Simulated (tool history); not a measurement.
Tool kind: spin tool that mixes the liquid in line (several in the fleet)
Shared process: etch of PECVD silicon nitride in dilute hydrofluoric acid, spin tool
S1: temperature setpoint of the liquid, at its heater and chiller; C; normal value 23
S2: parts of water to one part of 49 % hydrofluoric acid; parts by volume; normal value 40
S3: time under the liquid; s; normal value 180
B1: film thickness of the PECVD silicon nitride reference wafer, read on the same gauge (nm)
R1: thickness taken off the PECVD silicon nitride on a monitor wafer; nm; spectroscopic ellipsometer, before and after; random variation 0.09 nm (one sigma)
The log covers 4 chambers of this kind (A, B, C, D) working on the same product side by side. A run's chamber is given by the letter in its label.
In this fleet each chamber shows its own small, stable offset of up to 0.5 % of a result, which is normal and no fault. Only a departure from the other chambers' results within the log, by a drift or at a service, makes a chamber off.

run    day  S1  S2   S3      B1       R1
 1A  0.304  23  40  180  110.03  20.9240
 2C  0.562  23  40  180  110.01  20.8950
 3B  0.804  23  40  180  110.03  20.7800
 4D  1.125  23  40  180  109.98  20.7060
 5D  1.308  23  40  180  110.00  20.8520
 6A  1.608  23  40  180  110.02  20.8090
 7C  1.792  23  40  180  109.98  20.8950
 8B  2.083  23  40  180  110.00  20.9660
 9D  2.433  23  40  180  110.01  20.7410
10C  2.700  23  40  180  110.05  20.9580
11B  3.042  23  40  180  109.99  21.0580
12A  3.333  23  55   80  110.03   6.8704
13D  3.538  23  55   80  110.03   6.7905
14C  3.800  23  55   80  110.00   6.7586
15A  4.100  23  55   80  109.99   6.8961
16B  4.271  23  40  180  109.99  21.0700
17C  4.450  23  40  180  109.97  20.6690
18B  4.662  23  40  180  109.99  21.0070
19D  5.017  23  40  180  109.97  21.1720
20A  5.275  23  40  180  109.99  20.7500
21D  5.579  23  40  180  110.03  21.3880
22C  5.758  23  30  280  110.00  42.8150
23B  6.100  23  30  280  110.00  42.9700
24A  6.325  23  30  280  110.04  42.7100
25B  6.588  23  30  280  110.02  42.7810
26D  6.933  23  40  180  109.97  21.7990

Each of the 4 chambers runs these same settings next. Fill in every chamber's results:
27A  7.183  23  40  180       ?
27B  7.183  23  40  180       ?
27C  7.183  23  40  180       ?
27D  7.183  23  40  180       ?

run       R1
27A  20.8400
27B  21.0950
27C  20.8570
27D  21.6410

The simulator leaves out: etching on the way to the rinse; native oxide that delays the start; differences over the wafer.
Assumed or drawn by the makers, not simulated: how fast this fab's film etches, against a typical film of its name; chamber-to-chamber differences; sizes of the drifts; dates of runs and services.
